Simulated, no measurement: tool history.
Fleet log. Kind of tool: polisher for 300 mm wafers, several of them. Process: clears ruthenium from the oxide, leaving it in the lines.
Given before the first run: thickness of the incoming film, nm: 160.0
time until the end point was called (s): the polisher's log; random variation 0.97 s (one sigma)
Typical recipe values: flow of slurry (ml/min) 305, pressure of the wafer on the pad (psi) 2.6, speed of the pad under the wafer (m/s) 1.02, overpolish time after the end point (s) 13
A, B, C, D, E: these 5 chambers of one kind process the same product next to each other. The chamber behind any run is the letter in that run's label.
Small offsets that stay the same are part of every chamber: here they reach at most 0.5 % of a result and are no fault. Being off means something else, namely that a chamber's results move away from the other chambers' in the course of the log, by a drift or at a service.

run   hour  flow of slurry (ml/min)  pressure of the wafer on the pad (psi)  speed of the pad under the wafer (m/s)  overpolish time after the end point (s)  wafers polished on this pad  hours since the slurry nozzle was cleaned  hours since the head pressure was calibrated  time until the end point was called (s)
 1E    9.1                      305                                     2.6                                    1.02                                       13                          660                                      289.0                                        1024.3                                  110.450
 2A   16.4                      305                                     2.6                                    1.02                                       13                         1221                                      380.5                                         838.3                                  108.450
 3C   29.7                      305                                     2.6                                    1.02                                       13                          531                                      310.9                                         443.0                                  108.230
      34.5  -- chamber A: worn pad replaced by a new one
 4D   40.3                      305                                     2.6                                    1.02                                       13                          731                                       87.5                                         923.7                                  107.240
      46.9  -- chamber D: head pressure recalibrated
 5B   51.3                      305                                     2.0                                    1.02                                       13                          451                                      550.4                                        1117.2                                  142.420
 6B   62.7                      305                                     2.0                                    1.02                                       13                          530                                      561.8                                        1128.6                                  141.000
      66.7  -- chamber D: worn pad replaced by a new one
      69.0  -- chamber B: slurry nozzle cleaned
 7E   71.7                      305                                     2.0                                    1.02                                       13                         1093                                      351.6                                        1086.9                                  139.320
      75.2  -- chamber C: worn pad replaced by a new one
      77.4  -- chamber E: worn pad replaced by a new one
 8D   81.0                      305                                     2.0                                    1.02                                       13                           98                                      128.2                                          34.2                                  141.680
      85.1  -- chamber B: worn pad replaced by a new one
 9C   93.1                      305                                     2.0                                    1.02                                       13                          124                                      374.3                                         506.4                                  139.980
10A  100.4                      305                                     2.6                                    1.02                                       13                          456                                      464.5                                         922.3                                  107.860
11A  108.3                      305                                     2.6                                    1.02                                       13                          510                                      472.4                                         930.2                                  108.940
12D  116.3                      405                                     2.6                                    1.02                                       13                          343                                      163.5                                          69.5                                  105.270
     119.1  -- chamber E: slurry nozzle cleaned
13B  126.7                      405                                     2.6                                    1.02                                       13                          287                                       57.7                                        1192.6                                  106.710
14E  135.8                      405                                     2.6                                    1.02                                       13                          404                                       16.8                                        1151.0                                  105.600
15C  143.5                      405                                     2.6                                    1.02                                       13                          472                                      424.7                                         556.8                                  105.590
16B  153.6                      405                                     2.6                                    1.02                                       13                          473                                       84.6                                        1219.5                                  105.050
17D  165.6                      305                                     3.2                                    0.76                                       13                          684                                      212.8                                         118.8                                  119.390
     173.1  -- chamber C: worn pad replaced by a new one
18E  179.8                      305                                     3.2                                    0.76                                       13                          708                                       60.8                                        1195.0                                  121.150
     181.5  -- chamber E: head pressure recalibrated
19C  190.6                      305                                     3.2                                    0.76                                       13                          121                                      471.8                                         603.9                                  117.400
20A  199.3                      305                                     3.2                                    0.76                                       13                         1140                                      563.4                                        1021.2                                  117.550
21A  206.0                      305                                     3.2                                    0.76                                       13                         1186                                      570.1                                        1027.9                                  116.880
     210.9  -- chamber A: worn pad replaced by a new one
     213.4  -- chamber B: worn pad replaced by a new one
     214.0  -- chamber E: worn pad replaced by a new one
22D  215.7                      305                                     2.6                                    1.02                                       13                         1030                                      262.9                                         168.9                                  107.470
23C  224.6                      305                                     2.6                                    1.02                                       13                          356                                      505.8                                         637.9                                  108.900
24E  231.4                      305                                     2.6                                    1.02                                       13                          120                                      112.4                                          49.9                                  108.210
     235.5  -- chamber D: worn pad replaced by a new one
     237.8  -- chamber A: head pressure recalibrated
25B  243.4                      305                                     2.6                                    1.02                                       13                          208                                      174.4                                        1309.3                                  109.690
26A  250.0                      305                                     2.6                                    1.02                                       13                          270                                      614.1                                          12.2                                  116.200
27B  259.8                      305                                     2.6                                    1.02                                       13                          321                                      190.8                                        1325.7                                  108.590
28E  267.6                      305                                     2.6                                    1.02                                       13                          371                                      148.6                                          86.1                                  110.050
29D  278.0                      305                                     2.6                                    1.02                                       13                          294                                      325.2                                         231.2                                  109.210
30C  289.5                      255                                     2.6                                    1.20                                       13                          805                                      570.7                                         702.8                                   94.108
31A  296.4                      255                                     2.6                                    1.20                                       13                          591                                      660.5                                          58.6                                  102.690
     302.0  -- chamber C: worn pad replaced by a new one
32C  303.9                      255                                     2.6                                    1.20                                       13                           13                                      585.1                                         717.2                                   94.017
33B  316.6                      255                                     2.6                                    1.20                                       13                          714                                      247.6                                        1382.5                                   95.873
34D  324.3                      255                                     2.6                                    1.20                                       13                          614                                      371.5                                         277.5                                   93.081
35E  337.8                      305                                     2.6                                    1.02                                       13                          856                                      218.8                                         156.3                                  108.840
     338.8  -- chamber B: worn pad replaced by a new one
36A  345.2                      305                                     2.6                                    1.02                                       13                          929                                      709.3                                         107.4                                  116.420
     346.0  -- chamber A: slurry nozzle cleaned
37D  354.8                      305                                     2.6                                    1.02                                       13                          825                                      402.0                                         308.0                                  108.050
38B  365.4                      375                                     2.6                                    1.02                                       13                          184                                      296.4                                        1431.3                                  108.070
     366.6  -- chamber D: worn pad replaced by a new one
39E  376.1                      375                                     2.6                                    1.02                                       13                         1121                                      257.1                                         194.6                                  106.060
40C  389.0                      375                                     2.6                                    1.02                                       13                          602                                      670.2                                         802.3                                  107.060
41A  397.1                      375                                     2.6                                    1.02                                       13                         1288                                       51.1                                         159.3                                  116.310
42D  410.8                      375                                     2.6                                    1.02                                       13                          306                                      458.0                                         364.0                                  106.210

Has any chamber moved away from the others, gradually or after a service, or does the common gauge drift, or do the chambers differ only by their own small steady offsets? State the chamber and the most likely cause if one applies.

The work done on chamber A during a service left it standing apart from the others.
Cause: head's pressure below its setpoint, % = 7.31.

Here are 4 candidates for chamber A's next run, each the usual settings with a change, their results left as question marks. Which one brings its results back in line with what the others give on the usual settings?
A result is in line if it is within this distance of the other chambers' mean on the usual settings: time until the end point was called (s) 3.400
43A-1  421.2                      305                                     2.5                                    0.98                                       13                                                                                                                                                              ?
43A-2  421.2                      360                                     2.6                                    1.02                                       13                                                                                                                                                              ?
43A-3  421.2                      305                                     2.6                                    1.00                                       13                                                                                                                                                              ?
43A-4  421.2                      305                                     2.7                                    1.06                                       13                                                                                                                                                              ?

On the usual settings, the other chambers give on average: time until the end point was called (s) 108.440
  run  time until the end point was called (s)
43A-1                                  125.940
43A-2                                  114.850
43A-3                                  118.700
43A-4                                  107.900
43A-4 brings the chamber back in line.
